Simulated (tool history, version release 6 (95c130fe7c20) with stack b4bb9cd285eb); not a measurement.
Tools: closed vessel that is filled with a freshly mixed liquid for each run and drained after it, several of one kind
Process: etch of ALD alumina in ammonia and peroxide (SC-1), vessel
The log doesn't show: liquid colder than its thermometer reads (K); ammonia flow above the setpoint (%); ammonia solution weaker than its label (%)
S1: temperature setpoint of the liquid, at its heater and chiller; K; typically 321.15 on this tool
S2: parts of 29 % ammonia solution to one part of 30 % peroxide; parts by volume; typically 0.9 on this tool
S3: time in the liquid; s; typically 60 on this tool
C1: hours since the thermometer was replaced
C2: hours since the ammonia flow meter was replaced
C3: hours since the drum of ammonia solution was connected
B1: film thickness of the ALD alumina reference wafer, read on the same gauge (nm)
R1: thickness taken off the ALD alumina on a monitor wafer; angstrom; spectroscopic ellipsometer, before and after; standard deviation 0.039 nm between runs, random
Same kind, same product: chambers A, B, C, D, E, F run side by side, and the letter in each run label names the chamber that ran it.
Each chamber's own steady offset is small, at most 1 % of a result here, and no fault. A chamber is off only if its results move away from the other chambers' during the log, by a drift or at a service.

Run 1F, hour 8.6: usual settings; C1 397.3; C2 2308.6; C3 913.9; B1 79.985. Result: R1 54.376 angstrom.
Run 2B, hour 14.3: usual settings; C1 544.2; C2 44.3; C3 237.9; B1 79.968. Result: R1 55.606 angstrom.
Run 3C, hour 20.8: usual settings; C1 189.7; C2 646.9; C3 571.3; B1 80.024. Result: R1 55.102 angstrom.
Run 4D, hour 31.4: usual settings; C1 157.6; C2 209.2; C3 331.4; B1 79.993. Result: R1 53.783 angstrom.
Run 5E, hour 40.6: usual settings; C1 573.6; C2 794.5; C3 1130.6; B1 79.979. Result: R1 54.247 angstrom.
At hour 46.1: chamber D: new drum of ammonia solution connected.
Run 6A, hour 47.2: usual settings; C1 611.8; C2 255.8; C3 892.6; B1 79.987. Result: R1 53.958 angstrom.
At hour 48.8: chamber E: new drum of ammonia solution connected.
Run 7D, hour 54.7: usual settings; C1 180.9; C2 232.5; C3 8.6; B1 80.04. Result: R1 53.577 angstrom.
At hour 61.7: chamber E: thermometer replaced.
Run 8C, hour 63.6: usual settings; C1 232.5; C2 689.7; C3 614.1; B1 80.012. Result: R1 55.183 angstrom.
Run 9B, hour 70.4: usual settings; C1 600.3; C2 100.4; C3 294; B1 80.011. Result: R1 54.377 angstrom.
Run 10F, hour 80.3: usual settings; C1 469; C2 2380.3; C3 985.6; B1 79.966. Result: R1 54.992 angstrom.
Run 11E, hour 86: usual settings; C1 24.4; C2 839.9; C3 37.2; B1 79.991. Result: R1 55.567 angstrom.
Run 12A, hour 96.1: usual settings; C1 660.7; C2 304.7; C3 941.5; B1 80.013. Result: R1 54.14 angstrom.
Run 13E, hour 104.3: usual settings; C1 42.7; C2 858.2; C3 55.5; B1 79.968. Result: R1 55.108 angstrom.
At hour 106.6: chamber F: ammonia flow meter replaced.
Run 14C, hour 113: usual settings; C1 281.9; C2 739.1; C3 663.5; B1 79.99. Result: R1 54.883 angstrom.
Run 15A, hour 120.1: usual settings; C1 684.7; C2 328.7; C3 965.5; B1 79.998. Result: R1 54.531 angstrom.
At hour 123.9: chamber C: new drum of ammonia solution connected.
Run 16D, hour 129.8: usual settings; C1 256; C2 307.6; C3 83.7; B1 79.984. Result: R1 52.649 angstrom.
Run 17B, hour 138.4: usual settings; C1 668.3; C2 168.4; C3 362; B1 80.057. Result: R1 54.442 angstrom.
Run 18F, hour 147.9: usual settings; C1 536.6; C2 41.4; C3 1053.2; B1 80.007. Result: R1 55.484 angstrom.
Run 19A, hour 153.3: usual settings; C1 717.9; C2 361.9; C3 998.7; B1 79.975. Result: R1 54.74 angstrom.
Run 20F, hour 159.9: usual settings; C1 548.6; C2 53.4; C3 1065.2; B1 80.005. Result: R1 54.334 angstrom.
Run 21D, hour 169.1: usual settings; C1 295.3; C2 346.9; C3 123; B1 80.019. Result: R1 52.031 angstrom.
At hour 171.4: chamber A: new drum of ammonia solution connected.
Run 22B, hour 176.1: usual settings; C1 706; C2 206.1; C3 399.7; B1 79.991. Result: R1 55.281 angstrom.
Run 23E, hour 181.1: usual settings; C1 119.5; C2 935; C3 132.3; B1 80.058. Result: R1 55.288 angstrom.
Run 24C, hour 190.7: usual settings; C1 359.6; C2 816.8; C3 66.9; B1 79.975. Result: R1 54.574 angstrom.
Run 25A, hour 195.9: usual settings; C1 760.5; C2 404.5; C3 24.5; B1 80.019. Result: R1 54.681 angstrom.
At hour 199: chamber F: new drum of ammonia solution connected.
Run 26B, hour 205: usual settings; C1 734.9; C2 235; C3 428.6; B1 80.004. Result: R1 55.49 angstrom.
Run 27E, hour 212.6: usual settings; C1 151; C2 966.5; C3 163.8; B1 80.012. Result: R1 55.008 angstrom.
Run 28D, hour 222.7: usual settings; C1 348.9; C2 400.5; C3 176.6; B1 80.005. Result: R1 50.683 angstrom.
Run 29F, hour 229.7: usual settings; C1 618.4; C2 123.2; C3 30.7; B1 80.026. Result: R1 54.152 angstrom.
Run 30C, hour 236.2: usual settings; C1 405.1; C2 862.3; C3 112.4; B1 80.01. Result: R1 55.188 angstrom.
Run 31A, hour 245.8: usual settings; C1 810.4; C2 454.4; C3 74.4; B1 80.016. Result: R1 54.73 angstrom.
Run 32E, hour 255: usual settings but S2 1.05 parts by volume, S3 80 s; C1 193.4; C2 1008.9; C3 206.2; B1 80.037. Result: R1 74.092 angstrom.
Run 33C, hour 261.3: usual settings but S2 1.05 parts by volume, S3 80 s; C1 430.2; C2 887.4; C3 137.5; B1 79.982. Result: R1 73.568 angstrom.
Run 34F, hour 271.3: usual settings but S2 1.05 parts by volume, S3 80 s; C1 660; C2 164.8; C3 72.3; B1 79.998. Result: R1 74.537 angstrom.
Run 35D, hour 280.2: usual settings but S2 1.05 parts by volume, S3 80 s; C1 406.4; C2 458; C3 234.1; B1 80.011. Result: R1 68.516 angstrom.
Run 36B, hour 287: usual settings but S2 1.05 parts by volume, S3 80 s; C1 816.9; C2 317; C3 510.6; B1 79.996. Result: R1 73.341 angstrom.
Run 37E, hour 292.2: usual settings but S2 1.05 parts by volume, S3 80 s; C1 230.6; C2 1046.1; C3 243.4; B1 80.015. Result: R1 74.632 angstrom.
Run 38B, hour 301.4: usual settings but S2 1.1 parts by volume; C1 831.3; C2 331.4; C3 525; B1 79.968. Result: R1 55.878 angstrom.
Run 39A, hour 311: usual settings but S2 1.1 parts by volume; C1 875.6; C2 519.6; C3 139.6; B1 80.033. Result: R1 56.194 angstrom.
Run 40D, hour 317.9: usual settings but S2 1.1 parts by volume; C1 444.1; C2 495.7; C3 271.8; B1 79.975. Result: R1 50.743 angstrom.
Run 41C, hour 323.8: usual settings but S2 1.1 parts by volume; C1 492.7; C2 949.9; C3 200; B1 80.008. Result: R1 55.917 angstrom.
Run 42F, hour 331.1: usual settings but S2 1.1 parts by volume; C1 719.8; C2 224.6; C3 132.1; B1 79.956. Result: R1 56.048 angstrom.

What goes on in this fleet: one chamber off, a drifting gauge, or nothing beyond the chambers' own small offsets? Name the chamber and the cause, if any.

Little by little, chamber D moves away from the other chambers.
Cause: liquid colder than its thermometer reads (K) = 1.74.

Chamber D could run next with any of the 4 candidate recipes listed below; each alters the usual settings, and their results appear as question marks. Which one brings its results back in line with what the other chambers deliver on the usual settings?
A result is in line if it is within this distance of the other chambers' mean on the usual settings: R1 1.4 angstrom
Run 43D-1, hour 338.8: usual settings but S1 319.15 K. Result: R1 ?.
Run 43D-2, hour 338.8: usual settings but S1 322.15 K. Result: R1 ?.
Run 43D-3, hour 338.8: usual settings but S1 323.15 K. Result: R1 ?.
Run 43D-4, hour 338.8: usual settings but S2 0.5 parts by volume. Result: R1 ?.

Average result of the remaining chambers running the usual settings: R1 54.816 angstrom
  run      R1
43D-1  43.806
43D-2  52.037
43D-3  55.086
43D-4  46.472
With 43D-3, the chamber falls back in line with the rest.
